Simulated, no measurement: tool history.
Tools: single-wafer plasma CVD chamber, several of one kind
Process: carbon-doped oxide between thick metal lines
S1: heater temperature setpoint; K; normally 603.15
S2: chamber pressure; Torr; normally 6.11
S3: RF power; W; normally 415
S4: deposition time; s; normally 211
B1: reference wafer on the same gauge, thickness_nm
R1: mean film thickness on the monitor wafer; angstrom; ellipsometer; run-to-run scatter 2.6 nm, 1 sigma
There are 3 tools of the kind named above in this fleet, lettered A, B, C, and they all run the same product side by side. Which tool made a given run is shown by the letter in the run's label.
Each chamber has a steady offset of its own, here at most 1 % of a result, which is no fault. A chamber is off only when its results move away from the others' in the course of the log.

run 1A hour=12.6 | S1=603.15 S2=6.11 S3=415 S4=211 | B1=949.89 | R1=10162
run 2B hour=22.8 | S1=603.15 S2=6.11 S3=415 S4=211 | B1=949.76 | R1=10090
run 3C hour=35.5 | S1=603.15 S2=6.11 S3=415 S4=211 | B1=950.22 | R1=10128
run 4A hour=41.5 | S1=603.15 S2=6.11 S3=415 S4=211 | B1=949.92 | R1=10121
run 5C hour=47.8 | S1=603.15 S2=6.11 S3=360 S4=252 | B1=949.97 | R1=10798
run 6B hour=59.8 | S1=603.15 S2=6.11 S3=360 S4=252 | B1=949.72 | R1=10884
run 7C hour=67.7 | S1=603.15 S2=6.11 S3=360 S4=252 | B1=949.76 | R1=10816
-- hour=68.5 chamber A: capacitance manometer re-zeroed and calibrated
run 8A hour=76.3 | S1=603.15 S2=6.11 S3=415 S4=211 | B1=950.41 | R1=10150
-- hour=83.1 chamber A: RF generator calibrated
run 9B hour=84 | S1=603.15 S2=6.11 S3=415 S4=211 | B1=950.7 | R1=10101
run 10B hour=92.8 | S1=603.15 S2=6.11 S3=415 S4=211 | B1=949.69 | R1=10084
run 11C hour=102.8 | S1=603.15 S2=6.11 S3=415 S4=211 | B1=950.24 | R1=10125
run 12A hour=112.4 | S1=603.15 S2=6.11 S3=415 S4=211 | B1=950.05 | R1=10132
run 13C hour=124 | S1=603.15 S2=6.11 S3=415 S4=211 | B1=949.76 | R1=10058
run 14B hour=130.2 | S1=603.15 S2=6.11 S3=415 S4=211 | B1=949.63 | R1=10088
run 15A hour=136.5 | S1=603.15 S2=6.11 S3=415 S4=211 | B1=949.8 | R1=10154
run 16C hour=142.1 | S1=603.15 S2=6.11 S3=415 S4=211 | B1=949.59 | R1=10096
run 17B hour=148.4 | S1=603.15 S2=6.11 S3=415 S4=211 | B1=950.09 | R1=9990.9
-- hour=153.8 chamber B: capacitance manometer re-zeroed and calibrated
run 18A hour=158.5 | S1=603.15 S2=6.11 S3=415 S4=211 | B1=950.28 | R1=10200
run 19A hour=164.3 | S1=603.15 S2=6.11 S3=415 S4=211 | B1=949.94 | R1=10185
run 20B hour=173.9 | S1=603.15 S2=6.11 S3=415 S4=211 | B1=950.23 | R1=10008
run 21C hour=181.3 | S1=603.15 S2=6.11 S3=415 S4=211 | B1=949.44 | R1=10114
run 22C hour=189 | S1=603.15 S2=6.11 S3=415 S4=211 | B1=950.12 | R1=10104
run 23A hour=201.5 | S1=603.15 S2=6.11 S3=415 S4=211 | B1=950.44 | R1=10135
run 24B hour=211 | S1=603.15 S2=6.11 S3=415 S4=211 | B1=950.42 | R1=10045
run 25C hour=222.9 | S1=603.15 S2=6.11 S3=415 S4=211 | B1=950.04 | R1=10143
run 26A hour=231.5 | S1=603.15 S2=6.11 S3=415 S4=211 | B1=949.83 | R1=10143
run 27B hour=241.6 | S1=603.15 S2=6.11 S3=415 S4=211 | B1=949.67 | R1=9985.5
run 28B hour=252.5 | S1=603.15 S2=6.11 S3=415 S4=211 | B1=949.53 | R1=9955.8
run 29A hour=259.4 | S1=603.15 S2=6.11 S3=415 S4=211 | B1=950.51 | R1=10229
run 30C hour=265.7 | S1=591.15 S2=5.32 S3=415 S4=211 | B1=949.53 | R1=10329
run 31B hour=272.6 | S1=591.15 S2=5.32 S3=415 S4=211 | B1=950.39 | R1=10171
run 32A hour=282.5 | S1=591.15 S2=5.32 S3=415 S4=211 | B1=949.44 | R1=10416
run 33C hour=291.9 | S1=603.15 S2=6.11 S3=415 S4=211 | B1=950.21 | R1=10151
run 34A hour=299.2 | S1=603.15 S2=6.11 S3=415 S4=211 | B1=949.71 | R1=10128
run 35B hour=310.5 | S1=603.15 S2=6.11 S3=415 S4=211 | B1=949.73 | R1=9895
run 36C hour=321.7 | S1=603.15 S2=6.11 S3=415 S4=211 | B1=950.02 | R1=10107
run 37C hour=328.9 | S1=603.15 S2=6.11 S3=415 S4=211 | B1=949.99 | R1=10074
run 38A hour=338.1 | S1=603.15 S2=6.11 S3=415 S4=211 | B1=950 | R1=10134

Is one chamber off against the others, does the gauge drift, or is nothing wrong? If a chamber is off, say which, and what the likeliest cause is.

Little by little, chamber B moves away from the other chambers.
Most likely cause: delivered RF power below the setpoint (%) = 3.11.

Here are 4 candidates for chamber B's next run, each the usual settings with a change, their results left as question marks. Which one brings its results back in line with what the others give on the usual settings?
Allowed miss from the other chambers' usual-settings mean, per result, to count as in line: R1 90 angstrom
run 39B-1 hour=347.4 | S1=603.15 S2=6.11 S3=415 S4=206 | R1=?
run 39B-2 hour=347.4 | S1=602.15 S2=6.19 S3=440 S4=211 | R1=?
run 39B-3 hour=347.4 | S1=603.15 S2=8.11 S3=415 S4=211 | R1=?
run 39B-4 hour=347.4 | S1=603.15 S2=6.11 S3=390 S4=211 | R1=?

The other chambers' mean on the usual settings: R1 10131 angstrom
run=39B-1 R1=9651.2
run=39B-2 R1=10367
run=39B-3 R1=10122
run=39B-4 R1=9439.6
The answer is 39B-3, which returns the chamber to within the allowed miss of the others.

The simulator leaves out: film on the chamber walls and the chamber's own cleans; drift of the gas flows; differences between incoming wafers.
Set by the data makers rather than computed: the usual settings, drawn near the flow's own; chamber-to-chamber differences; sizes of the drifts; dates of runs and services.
